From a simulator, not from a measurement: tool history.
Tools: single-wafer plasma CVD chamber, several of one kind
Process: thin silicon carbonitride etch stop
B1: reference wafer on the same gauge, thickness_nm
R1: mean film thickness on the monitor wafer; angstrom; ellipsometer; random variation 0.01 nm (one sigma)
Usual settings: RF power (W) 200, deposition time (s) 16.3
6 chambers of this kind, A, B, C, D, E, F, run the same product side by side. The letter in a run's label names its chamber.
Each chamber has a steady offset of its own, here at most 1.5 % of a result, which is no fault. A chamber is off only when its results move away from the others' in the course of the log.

{"run": "1A", "hour": 5.5, "RF power (W)": 200, "deposition time (s)": 16.3, "B1": 8.0804, "R1": 93.646}
{"run": "2B", "hour": 9.0, "RF power (W)": 200, "deposition time (s)": 16.3, "B1": 8.0785, "R1": 91.655}
{"run": "3F", "hour": 14.6, "RF power (W)": 200, "deposition time (s)": 16.3, "B1": 8.0788, "R1": 92.939}
{"run": "4C", "hour": 21.6, "RF power (W)": 200, "deposition time (s)": 16.3, "B1": 8.0772, "R1": 92.399}
{"run": "5E", "hour": 29.0, "RF power (W)": 200, "deposition time (s)": 16.3, "B1": 8.0759, "R1": 93.14}
{"run": "6D", "hour": 33.5, "RF power (W)": 200, "deposition time (s)": 16.3, "B1": 8.0762, "R1": 93.063}
{"run": "7E", "hour": 37.4, "RF power (W)": 200, "deposition time (s)": 19.4, "B1": 8.0736, "R1": 110.64}
{"run": "8A", "hour": 41.8, "RF power (W)": 200, "deposition time (s)": 19.4, "B1": 8.0724, "R1": 111.24}
{"run": "9D", "hour": 45.1, "RF power (W)": 200, "deposition time (s)": 19.4, "B1": 8.0723, "R1": 110.69}
{"run": "10F", "hour": 49.3, "RF power (W)": 200, "deposition time (s)": 19.4, "B1": 8.0738, "R1": 110.68}
{"run": "11B", "hour": 54.5, "RF power (W)": 200, "deposition time (s)": 19.4, "B1": 8.07, "R1": 109.07}
{"run": "12C", "hour": 61.1, "RF power (W)": 200, "deposition time (s)": 19.4, "B1": 8.0698, "R1": 110.08}
{"run": "13F", "hour": 67.6, "RF power (W)": 200, "deposition time (s)": 16.3, "B1": 8.0677, "R1": 92.886}
{"run": "14C", "hour": 71.9, "RF power (W)": 200, "deposition time (s)": 16.3, "B1": 8.0684, "R1": 92.526}
{"run": "15E", "hour": 76.3, "RF power (W)": 200, "deposition time (s)": 16.3, "B1": 8.0672, "R1": 92.882}
{"run": "16B", "hour": 81.4, "RF power (W)": 200, "deposition time (s)": 16.3, "B1": 8.0694, "R1": 91.622}
{"run": "17A", "hour": 87.8, "RF power (W)": 200, "deposition time (s)": 14.0, "B1": 8.0664, "R1": 80.062}
{"run": "18D", "hour": 93.5, "RF power (W)": 200, "deposition time (s)": 14.0, "B1": 8.0662, "R1": 79.825}
{"run": "19C", "hour": 99.2, "RF power (W)": 200, "deposition time (s)": 14.0, "B1": 8.0633, "R1": 79.384}
{"run": "20B", "hour": 104.9, "RF power (W)": 200, "deposition time (s)": 14.0, "B1": 8.0625, "R1": 78.585}
{"run": "21D", "hour": 110.2, "RF power (W)": 200, "deposition time (s)": 14.0, "B1": 8.0621, "R1": 79.833}
{"run": "22A", "hour": 117.7, "RF power (W)": 200, "deposition time (s)": 14.0, "B1": 8.0636, "R1": 79.976}
{"run": "23E", "hour": 122.6, "RF power (W)": 200, "deposition time (s)": 16.3, "B1": 8.0613, "R1": 92.902}
{"run": "24F", "hour": 126.4, "RF power (W)": 200, "deposition time (s)": 16.3, "B1": 8.0617, "R1": 92.791}
{"run": "25C", "hour": 132.6, "RF power (W)": 200, "deposition time (s)": 16.3, "B1": 8.0582, "R1": 92.357}
{"hour": 133.8, "done": "chamber C: RF generator calibrated"}
{"run": "26B", "hour": 136.8, "RF power (W)": 200, "deposition time (s)": 16.3, "B1": 8.0579, "R1": 91.249}
{"run": "27D", "hour": 141.5, "RF power (W)": 200, "deposition time (s)": 16.3, "B1": 8.0576, "R1": 92.832}
{"run": "28A", "hour": 146.7, "RF power (W)": 220, "deposition time (s)": 16.3, "B1": 8.0587, "R1": 95.644}
{"run": "29E", "hour": 152.4, "RF power (W)": 220, "deposition time (s)": 16.3, "B1": 8.0573, "R1": 95.389}
{"run": "30F", "hour": 157.4, "RF power (W)": 220, "deposition time (s)": 16.3, "B1": 8.0546, "R1": 95.485}
{"run": "31F", "hour": 164.2, "RF power (W)": 220, "deposition time (s)": 16.3, "B1": 8.0555, "R1": 95.657}
{"run": "32A", "hour": 167.9, "RF power (W)": 220, "deposition time (s)": 16.3, "B1": 8.055, "R1": 95.79}
{"run": "33D", "hour": 172.9, "RF power (W)": 220, "deposition time (s)": 16.3, "B1": 8.0513, "R1": 95.438}
{"run": "34B", "hour": 179.6, "RF power (W)": 200, "deposition time (s)": 16.3, "B1": 8.054, "R1": 91.284}
{"run": "35C", "hour": 184.5, "RF power (W)": 200, "deposition time (s)": 16.3, "B1": 8.0516, "R1": 92.296}
{"run": "36E", "hour": 188.0, "RF power (W)": 200, "deposition time (s)": 16.3, "B1": 8.0505, "R1": 92.822}
{"run": "37F", "hour": 194.5, "RF power (W)": 200, "deposition time (s)": 16.3, "B1": 8.0492, "R1": 92.616}
{"run": "38C", "hour": 201.1, "RF power (W)": 200, "deposition time (s)": 16.3, "B1": 8.0483, "R1": 92.28}
{"run": "39A", "hour": 204.4, "RF power (W)": 200, "deposition time (s)": 16.3, "B1": 8.046, "R1": 93.062}
{"run": "40B", "hour": 211.9, "RF power (W)": 170, "deposition time (s)": 18.9, "B1": 8.0465, "R1": 101.06}
{"run": "41E", "hour": 217.9, "RF power (W)": 170, "deposition time (s)": 18.9, "B1": 8.0462, "R1": 102.25}
{"run": "42D", "hour": 223.7, "RF power (W)": 170, "deposition time (s)": 18.9, "B1": 8.0474, "R1": 102.23}

All 6 chambers run these settings next. Forecast each chamber's results:
{"run": "43A", "hour": 229.1, "RF power (W)": 200, "deposition time (s)": 16.3, "R1": "?"}
{"run": "43B", "hour": 229.1, "RF power (W)": 200, "deposition time (s)": 16.3, "R1": "?"}
{"run": "43C", "hour": 229.1, "RF power (W)": 200, "deposition time (s)": 16.3, "R1": "?"}
{"run": "43D", "hour": 229.1, "RF power (W)": 200, "deposition time (s)": 16.3, "R1": "?"}
{"run": "43E", "hour": 229.1, "RF power (W)": 200, "deposition time (s)": 16.3, "R1": "?"}
{"run": "43F", "hour": 229.1, "RF power (W)": 200, "deposition time (s)": 16.3, "R1": "?"}

run=43A R1=92.821
run=43B R1=91.308
run=43C R1=92.145
run=43D R1=92.581
run=43E R1=92.734
run=43F R1=92.770

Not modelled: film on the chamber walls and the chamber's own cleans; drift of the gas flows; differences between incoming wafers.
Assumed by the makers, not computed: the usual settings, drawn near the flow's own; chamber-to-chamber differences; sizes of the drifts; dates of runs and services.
